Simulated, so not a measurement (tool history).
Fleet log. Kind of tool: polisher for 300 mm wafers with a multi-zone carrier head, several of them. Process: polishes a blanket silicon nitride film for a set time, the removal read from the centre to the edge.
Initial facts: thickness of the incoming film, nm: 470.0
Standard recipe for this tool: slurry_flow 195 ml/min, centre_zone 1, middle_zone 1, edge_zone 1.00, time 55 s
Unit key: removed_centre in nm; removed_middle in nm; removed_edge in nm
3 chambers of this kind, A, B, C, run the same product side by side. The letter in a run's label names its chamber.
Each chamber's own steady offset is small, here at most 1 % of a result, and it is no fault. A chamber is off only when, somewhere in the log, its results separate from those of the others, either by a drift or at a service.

{"day": 0.242, "done": "chamber B: worn pad replaced by a new one"}
{"day": 0.25, "done": "chamber C: worn pad replaced by a new one"}
{"run": "1C", "day": 0.271, "slurry_flow": 195, "centre_zone": 1, "middle_zone": 1, "edge_zone": 1.0, "time": 55, "removed_centre": 123.5, "removed_middle": 123.94, "removed_edge": 125.43}
{"run": "2B", "day": 0.65, "slurry_flow": 195, "centre_zone": 1, "middle_zone": 1, "edge_zone": 1.0, "time": 55, "removed_centre": 124.74, "removed_middle": 124.52, "removed_edge": 123.73}
{"run": "3A", "day": 1.075, "slurry_flow": 195, "centre_zone": 1, "middle_zone": 1, "edge_zone": 1.0, "time": 55, "removed_centre": 123.36, "removed_middle": 124.21, "removed_edge": 124.14}
{"run": "4A", "day": 1.362, "slurry_flow": 195, "centre_zone": 1, "middle_zone": 1, "edge_zone": 1.0, "time": 55, "removed_centre": 125.14, "removed_middle": 123.97, "removed_edge": 123.64}
{"run": "5B", "day": 1.771, "slurry_flow": 195, "centre_zone": 1, "middle_zone": 1, "edge_zone": 1.0, "time": 55, "removed_centre": 121.95, "removed_middle": 122.34, "removed_edge": 125.58}
{"run": "6C", "day": 2.279, "slurry_flow": 195, "centre_zone": 1, "middle_zone": 1, "edge_zone": 1.0, "time": 55, "removed_centre": 121.86, "removed_middle": 122.82, "removed_edge": 123.16}
{"run": "7A", "day": 2.617, "slurry_flow": 195, "centre_zone": 1, "middle_zone": 1, "edge_zone": 1.0, "time": 55, "removed_centre": 126.01, "removed_middle": 126.12, "removed_edge": 121.85}
{"run": "8B", "day": 3.046, "slurry_flow": 195, "centre_zone": 1, "middle_zone": 1, "edge_zone": 1.07, "time": 55, "removed_centre": 125.83, "removed_middle": 121.91, "removed_edge": 127.34}
{"run": "9C", "day": 3.483, "slurry_flow": 195, "centre_zone": 1, "middle_zone": 1, "edge_zone": 1.07, "time": 55, "removed_centre": 122.03, "removed_middle": 122.51, "removed_edge": 128.84}
{"day": 3.488, "done": "chamber B: slurry nozzle cleaned"}
{"day": 3.488, "done": "chamber B: centre zone pressure recalibrated"}
{"day": 3.733, "done": "chamber B: edge zone pressure recalibrated"}
{"day": 3.812, "done": "chamber C: worn pad replaced by a new one"}
{"run": "10A", "day": 3.983, "slurry_flow": 195, "centre_zone": 1, "middle_zone": 1, "edge_zone": 1.07, "time": 55, "removed_centre": 126.9, "removed_middle": 124.92, "removed_edge": 129.0}
{"day": 4.062, "done": "chamber C: slurry nozzle cleaned"}
{"day": 4.146, "done": "chamber A: edge zone pressure recalibrated"}
{"run": "11C", "day": 4.496, "slurry_flow": 195, "centre_zone": 1, "middle_zone": 1, "edge_zone": 1.0, "time": 55, "removed_centre": 123.72, "removed_middle": 123.3, "removed_edge": 125.88}
{"run": "12B", "day": 5.046, "slurry_flow": 195, "centre_zone": 1, "middle_zone": 1, "edge_zone": 1.0, "time": 55, "removed_centre": 120.64, "removed_middle": 122.41, "removed_edge": 123.92}
{"run": "13A", "day": 5.429, "slurry_flow": 195, "centre_zone": 1, "middle_zone": 1, "edge_zone": 1.0, "time": 55, "removed_centre": 127.68, "removed_middle": 124.8, "removed_edge": 124.51}
{"day": 5.625, "done": "chamber A: worn pad replaced by a new one"}
{"run": "14C", "day": 5.729, "slurry_flow": 195, "centre_zone": 1, "middle_zone": 1, "edge_zone": 1.0, "time": 55, "removed_centre": 124.83, "removed_middle": 124.82, "removed_edge": 123.68}
{"day": 5.908, "done": "chamber B: worn pad replaced by a new one"}
{"run": "15B", "day": 6.017, "slurry_flow": 195, "centre_zone": 1, "middle_zone": 1, "edge_zone": 1.0, "time": 55, "removed_centre": 117.65, "removed_middle": 122.12, "removed_edge": 126.44}
{"run": "16B", "day": 6.321, "slurry_flow": 165, "centre_zone": 1, "middle_zone": 1, "edge_zone": 1.0, "time": 47, "removed_centre": 97.067, "removed_middle": 103.54, "removed_edge": 106.05}
{"run": "17A", "day": 6.833, "slurry_flow": 165, "centre_zone": 1, "middle_zone": 1, "edge_zone": 1.0, "time": 47, "removed_centre": 104.17, "removed_middle": 103.32, "removed_edge": 104.05}
{"run": "18C", "day": 7.262, "slurry_flow": 165, "centre_zone": 1, "middle_zone": 1, "edge_zone": 1.0, "time": 47, "removed_centre": 103.67, "removed_middle": 104.32, "removed_edge": 104.72}
{"day": 7.592, "done": "chamber C: edge zone pressure recalibrated"}
{"run": "19A", "day": 7.629, "slurry_flow": 195, "centre_zone": 1, "middle_zone": 1, "edge_zone": 1.0, "time": 55, "removed_centre": 123.73, "removed_middle": 125.6, "removed_edge": 122.58}
{"day": 7.904, "done": "chamber C: worn pad replaced by a new one"}
{"run": "20C", "day": 7.904, "slurry_flow": 195, "centre_zone": 1, "middle_zone": 1, "edge_zone": 1.0, "time": 55, "removed_centre": 126.88, "removed_middle": 124.64, "removed_edge": 125.89}
{"run": "21B", "day": 8.35, "slurry_flow": 195, "centre_zone": 1, "middle_zone": 1, "edge_zone": 1.0, "time": 55, "removed_centre": 114.81, "removed_middle": 125.68, "removed_edge": 123.0}

Next, every chamber runs the same settings. What will each give?
{"run": "22A", "day": 8.746, "slurry_flow": 195, "centre_zone": 1, "middle_zone": 1, "edge_zone": 1.0, "time": 55, "removed_centre": "?", "removed_middle": "?", "removed_edge": "?"}
{"run": "22B", "day": 8.746, "slurry_flow": 195, "centre_zone": 1, "middle_zone": 1, "edge_zone": 1.0, "time": 55, "removed_centre": "?", "removed_middle": "?", "removed_edge": "?"}
{"run": "22C", "day": 8.746, "slurry_flow": 195, "centre_zone": 1, "middle_zone": 1, "edge_zone": 1.0, "time": 55, "removed_centre": "?", "removed_middle": "?", "removed_edge": "?"}

run=22A removed_centre=122.400 removed_middle=125.00 removed_edge=125.44
run=22B removed_centre=117.940 removed_middle=123.91 removed_edge=124.11
run=22C removed_centre=123.380 removed_middle=123.74 removed_edge=126.19
